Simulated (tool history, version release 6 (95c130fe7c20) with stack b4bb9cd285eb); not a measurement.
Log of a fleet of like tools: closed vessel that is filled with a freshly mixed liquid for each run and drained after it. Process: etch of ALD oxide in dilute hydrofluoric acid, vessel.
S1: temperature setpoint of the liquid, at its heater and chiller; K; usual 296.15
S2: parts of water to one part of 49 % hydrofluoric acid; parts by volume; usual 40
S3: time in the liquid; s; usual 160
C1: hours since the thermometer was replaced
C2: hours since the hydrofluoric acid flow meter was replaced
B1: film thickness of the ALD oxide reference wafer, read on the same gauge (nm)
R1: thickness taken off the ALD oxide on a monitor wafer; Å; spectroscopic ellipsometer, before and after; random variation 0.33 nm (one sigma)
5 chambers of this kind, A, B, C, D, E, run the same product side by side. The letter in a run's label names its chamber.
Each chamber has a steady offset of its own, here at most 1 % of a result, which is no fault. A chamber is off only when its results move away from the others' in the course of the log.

{"run": "1D", "hour": 2.1, "S1": 296.15, "S2": 40, "S3": 160, "C1": 1385.3, "C2": 718.8, "B1": 79.984, "R1": 542.8}
{"run": "2E", "hour": 5.9, "S1": 296.15, "S2": 40, "S3": 160, "C1": 1325.2, "C2": 849.9, "B1": 80.015, "R1": 532.11}
{"run": "3B", "hour": 10.2, "S1": 296.15, "S2": 40, "S3": 160, "C1": 1342.5, "C2": 150.3, "B1": 79.999, "R1": 534.3}
{"run": "4C", "hour": 12.9, "S1": 296.15, "S2": 40, "S3": 160, "C1": 218.5, "C2": 1377, "B1": 79.98, "R1": 542.44}
{"run": "5A", "hour": 15.0, "S1": 296.15, "S2": 40, "S3": 160, "C1": 2067.4, "C2": 1939.7, "B1": 80.006, "R1": 536.4}
{"run": "6D", "hour": 18.9, "S1": 296.15, "S2": 40, "S3": 160, "C1": 1402.1, "C2": 735.6, "B1": 79.993, "R1": 539.92}
{"hour": 19.6, "done": "chamber A: hydrofluoric acid flow meter replaced"}
{"run": "7C", "hour": 21.0, "S1": 296.15, "S2": 40, "S3": 160, "C1": 226.6, "C2": 1385.1, "B1": 80.014, "R1": 544.29}
{"run": "8E", "hour": 23.9, "S1": 296.15, "S2": 40, "S3": 160, "C1": 1343.2, "C2": 867.9, "B1": 80.02, "R1": 531.51}
{"run": "9B", "hour": 28.2, "S1": 299.65, "S2": 40, "S3": 160, "C1": 1360.5, "C2": 168.3, "B1": 79.996, "R1": 627.02}
{"run": "10A", "hour": 30.9, "S1": 299.65, "S2": 40, "S3": 160, "C1": 2083.3, "C2": 11.4, "B1": 80.005, "R1": 620.81}
{"run": "11C", "hour": 34.7, "S1": 299.65, "S2": 40, "S3": 160, "C1": 240.3, "C2": 1398.8, "B1": 80.022, "R1": 625.97}
{"run": "12A", "hour": 37.9, "S1": 299.65, "S2": 40, "S3": 160, "C1": 2090.3, "C2": 18.4, "B1": 79.995, "R1": 621.14}
{"run": "13B", "hour": 40.6, "S1": 299.65, "S2": 40, "S3": 160, "C1": 1372.9, "C2": 180.7, "B1": 79.997, "R1": 620.5}
{"run": "14D", "hour": 44.9, "S1": 296.15, "S2": 40, "S3": 160, "C1": 1428.1, "C2": 761.6, "B1": 79.993, "R1": 539.75}
{"run": "15E", "hour": 48.3, "S1": 296.15, "S2": 40, "S3": 160, "C1": 1367.6, "C2": 892.3, "B1": 80.007, "R1": 538.12}
{"run": "16E", "hour": 50.8, "S1": 296.15, "S2": 40, "S3": 160, "C1": 1370.1, "C2": 894.8, "B1": 80.019, "R1": 545.14}
{"run": "17D", "hour": 54.0, "S1": 296.15, "S2": 40, "S3": 160, "C1": 1437.2, "C2": 770.7, "B1": 80.002, "R1": 540.83}
{"run": "18A", "hour": 57.8, "S1": 296.15, "S2": 40, "S3": 160, "C1": 2110.2, "C2": 38.3, "B1": 79.993, "R1": 531.85}
{"run": "19C", "hour": 61.0, "S1": 298.65, "S2": 30, "S3": 160, "C1": 266.6, "C2": 1425.1, "B1": 80.01, "R1": 798.39}
{"run": "20B", "hour": 64.5, "S1": 298.65, "S2": 30, "S3": 160, "C1": 1396.8, "C2": 204.6, "B1": 80.011, "R1": 801.31}
{"run": "21B", "hour": 68.6, "S1": 298.65, "S2": 30, "S3": 160, "C1": 1400.9, "C2": 208.7, "B1": 79.992, "R1": 795.31}
{"run": "22C", "hour": 71.4, "S1": 298.65, "S2": 30, "S3": 160, "C1": 277, "C2": 1435.5, "B1": 80.001, "R1": 808.61}
{"run": "23E", "hour": 74.9, "S1": 298.65, "S2": 30, "S3": 160, "C1": 1394.2, "C2": 918.9, "B1": 79.989, "R1": 837.81}
{"run": "24A", "hour": 78.8, "S1": 296.15, "S2": 40, "S3": 160, "C1": 2131.2, "C2": 59.3, "B1": 80.007, "R1": 539.98}
{"run": "25D", "hour": 81.2, "S1": 296.15, "S2": 40, "S3": 250, "C1": 1464.4, "C2": 797.9, "B1": 80.018, "R1": 847.93}
{"run": "26B", "hour": 83.5, "S1": 296.15, "S2": 40, "S3": 250, "C1": 1415.8, "C2": 223.6, "B1": 79.997, "R1": 849.77}
{"run": "27A", "hour": 87.9, "S1": 296.15, "S2": 40, "S3": 250, "C1": 2140.3, "C2": 68.4, "B1": 80.001, "R1": 848.43}
{"run": "28C", "hour": 90.2, "S1": 296.15, "S2": 40, "S3": 250, "C1": 295.8, "C2": 1454.3, "B1": 79.985, "R1": 840.04}
{"run": "29D", "hour": 93.6, "S1": 296.15, "S2": 40, "S3": 250, "C1": 1476.8, "C2": 810.3, "B1": 79.996, "R1": 843.17}
{"run": "30E", "hour": 97.9, "S1": 296.15, "S2": 40, "S3": 160, "C1": 1417.2, "C2": 941.9, "B1": 80.011, "R1": 566.19}
{"run": "31B", "hour": 101.7, "S1": 296.15, "S2": 40, "S3": 160, "C1": 1434, "C2": 241.8, "B1": 79.994, "R1": 543.97}

All 5 chambers run these settings next. Forecast each chamber's results:
{"run": "32A", "hour": 105.1, "S1": 296.15, "S2": 40, "S3": 115, "R1": "?"}
{"run": "32B", "hour": 105.1, "S1": 296.15, "S2": 40, "S3": 115, "R1": "?"}
{"run": "32C", "hour": 105.1, "S1": 296.15, "S2": 40, "S3": 115, "R1": "?"}
{"run": "32D", "hour": 105.1, "S1": 296.15, "S2": 40, "S3": 115, "R1": "?"}
{"run": "32E", "hour": 105.1, "S1": 296.15, "S2": 40, "S3": 115, "R1": "?"}

run=32A R1=384.83
run=32B R1=381.91
run=32C R1=386.53
run=32D R1=386.64
run=32E R1=411.14

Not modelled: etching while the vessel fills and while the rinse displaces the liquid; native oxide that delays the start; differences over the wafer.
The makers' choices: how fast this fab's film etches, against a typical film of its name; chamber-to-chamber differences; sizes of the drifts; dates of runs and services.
